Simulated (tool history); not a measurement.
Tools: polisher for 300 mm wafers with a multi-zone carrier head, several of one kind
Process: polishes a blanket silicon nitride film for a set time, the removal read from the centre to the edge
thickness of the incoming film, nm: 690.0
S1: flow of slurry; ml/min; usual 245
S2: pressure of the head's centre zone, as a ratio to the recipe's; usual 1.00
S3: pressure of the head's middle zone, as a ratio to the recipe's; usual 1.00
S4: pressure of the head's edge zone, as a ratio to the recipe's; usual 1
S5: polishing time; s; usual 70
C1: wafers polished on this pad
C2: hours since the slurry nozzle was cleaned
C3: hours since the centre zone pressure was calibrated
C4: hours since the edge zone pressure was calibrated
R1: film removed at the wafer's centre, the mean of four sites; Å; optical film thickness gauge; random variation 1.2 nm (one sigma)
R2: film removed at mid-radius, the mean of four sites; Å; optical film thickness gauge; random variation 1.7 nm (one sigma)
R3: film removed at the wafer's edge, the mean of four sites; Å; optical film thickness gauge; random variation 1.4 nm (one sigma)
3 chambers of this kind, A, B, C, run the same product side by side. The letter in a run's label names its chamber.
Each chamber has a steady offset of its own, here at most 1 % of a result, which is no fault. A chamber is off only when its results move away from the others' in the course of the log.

| run | hour | S1 | S2 | S3 | S4 | S5 | C1 | C2 | C3 | C4 | R1 | R2 | R3 |
|---|---|---|---|---|---|---|---|---|---|---|---|---|---|
| 1A | 9.3 | 245 | 1.00 | 1.00 | 1 | 70 | 990 | 82.4 | 1095.4 | 472.5 | 1271.0 | 1299.0 | 1277.0 |
|  | 16.0 | chamber C: worn pad replaced by a new one |
| 2B | 16.6 | 245 | 1.00 | 1.00 | 1 | 70 | 785 | 490.3 | 594.0 | 68.3 | 1264.2 | 1267.1 | 1275.2 |
|  | 17.0 | chamber B: worn pad replaced by a new one |
| 3C | 27.3 | 245 | 1.00 | 1.00 | 1 | 70 | 153 | 420.6 | 144.8 | 687.9 | 1246.6 | 1277.8 | 1268.1 |
| 4C | 37.9 | 245 | 1.00 | 1.00 | 1 | 70 | 296 | 431.2 | 155.4 | 698.5 | 1254.3 | 1244.5 | 1262.1 |
|  | 39.1 | chamber A: worn pad replaced by a new one |
| 5A | 47.4 | 245 | 1.00 | 1.00 | 1 | 70 | 112 | 120.5 | 1133.5 | 510.6 | 1258.3 | 1241.0 | 1266.2 |
| 6B | 52.6 | 245 | 1.00 | 1.00 | 1 | 70 | 481 | 526.3 | 630.0 | 104.3 | 1268.4 | 1262.5 | 1266.1 |
| 7B | 59.3 | 245 | 1.00 | 1.11 | 1 | 58 | 572 | 533.0 | 636.7 | 111.0 | 1046.9 | 1170.8 | 1051.1 |
| 8A | 65.5 | 245 | 1.00 | 1.11 | 1 | 58 | 357 | 138.6 | 1151.6 | 528.7 | 1052.7 | 1162.0 | 1052.0 |
|  | 69.6 | chamber C: worn pad replaced by a new one |
| 9C | 75.6 | 245 | 1.00 | 1.11 | 1 | 58 | 81 | 468.9 | 193.1 | 736.2 | 1021.1 | 1145.1 | 1038.3 |
| 10A | 82.8 | 245 | 1.00 | 1.00 | 1 | 70 | 591 | 155.9 | 1168.9 | 546.0 | 1277.7 | 1311.9 | 1264.0 |
|  | 88.3 | chamber B: worn pad replaced by a new one |
| 11B | 88.6 | 305 | 1.08 | 1.00 | 1 | 70 | 5 | 562.3 | 666.0 | 140.3 | 1434.5 | 1331.8 | 1265.9 |
|  | 93.0 | chamber A: centre zone pressure recalibrated |
| 12C | 95.6 | 305 | 1.08 | 1.00 | 1 | 70 | 351 | 488.9 | 213.1 | 756.2 | 1413.4 | 1260.8 | 1308.1 |
| 13B | 105.4 | 305 | 1.08 | 1.00 | 1 | 70 | 232 | 579.1 | 682.8 | 157.1 | 1409.5 | 1276.3 | 1281.3 |
| 14C | 115.7 | 245 | 1.00 | 1.00 | 1 | 70 | 623 | 509.0 | 233.2 | 776.3 | 1252.0 | 1252.0 | 1282.6 |
|  | 123.8 | chamber A: worn pad replaced by a new one |
|  | 124.4 | chamber C: worn pad replaced by a new one |
| 15A | 126.0 | 245 | 1.00 | 1.04 | 1 | 70 | 30 | 199.1 | 33.1 | 589.2 | 1135.1 | 1319.2 | 1268.7 |
| 16C | 133.7 | 245 | 1.00 | 1.04 | 1 | 70 | 125 | 527.0 | 251.2 | 794.3 | 1264.9 | 1269.3 | 1262.1 |
| 17B | 139.9 | 245 | 1.00 | 1.04 | 1 | 70 | 698 | 613.6 | 717.3 | 191.6 | 1272.9 | 1295.8 | 1262.5 |
| 18A | 146.6 | 245 | 1.00 | 1.00 | 1 | 70 | 308 | 219.7 | 53.7 | 609.8 | 1159.4 | 1259.5 | 1294.1 |
| 19C | 153.5 | 245 | 1.00 | 1.00 | 1 | 70 | 393 | 546.8 | 271.0 | 814.1 | 1253.0 | 1239.9 | 1267.2 |
|  | 153.8 | chamber B: worn pad replaced by a new one |
| 20B | 162.3 | 245 | 1.00 | 1.00 | 1 | 70 | 115 | 636.0 | 739.7 | 214.0 | 1262.4 | 1252.6 | 1252.5 |

All 3 chambers run these settings next. Forecast each chamber's results:
| 21A | 170.0 | 245 | 1.00 | 1.00 | 1 | 70 |  |  |  |  | ? | ? | ? |
| 21B | 170.0 | 245 | 1.00 | 1.00 | 1 | 70 |  |  |  |  | ? | ? | ? |
| 21C | 170.0 | 245 | 1.00 | 1.00 | 1 | 70 |  |  |  |  | ? | ? | ? |

| run | R1 | R2 | R3 |
|---|---|---|---|
| 21A | 1158.3 | 1301.8 | 1269.7 |
| 21B | 1277.3 | 1274.8 | 1272.1 |
| 21C | 1261.8 | 1268.6 | 1268.7 |
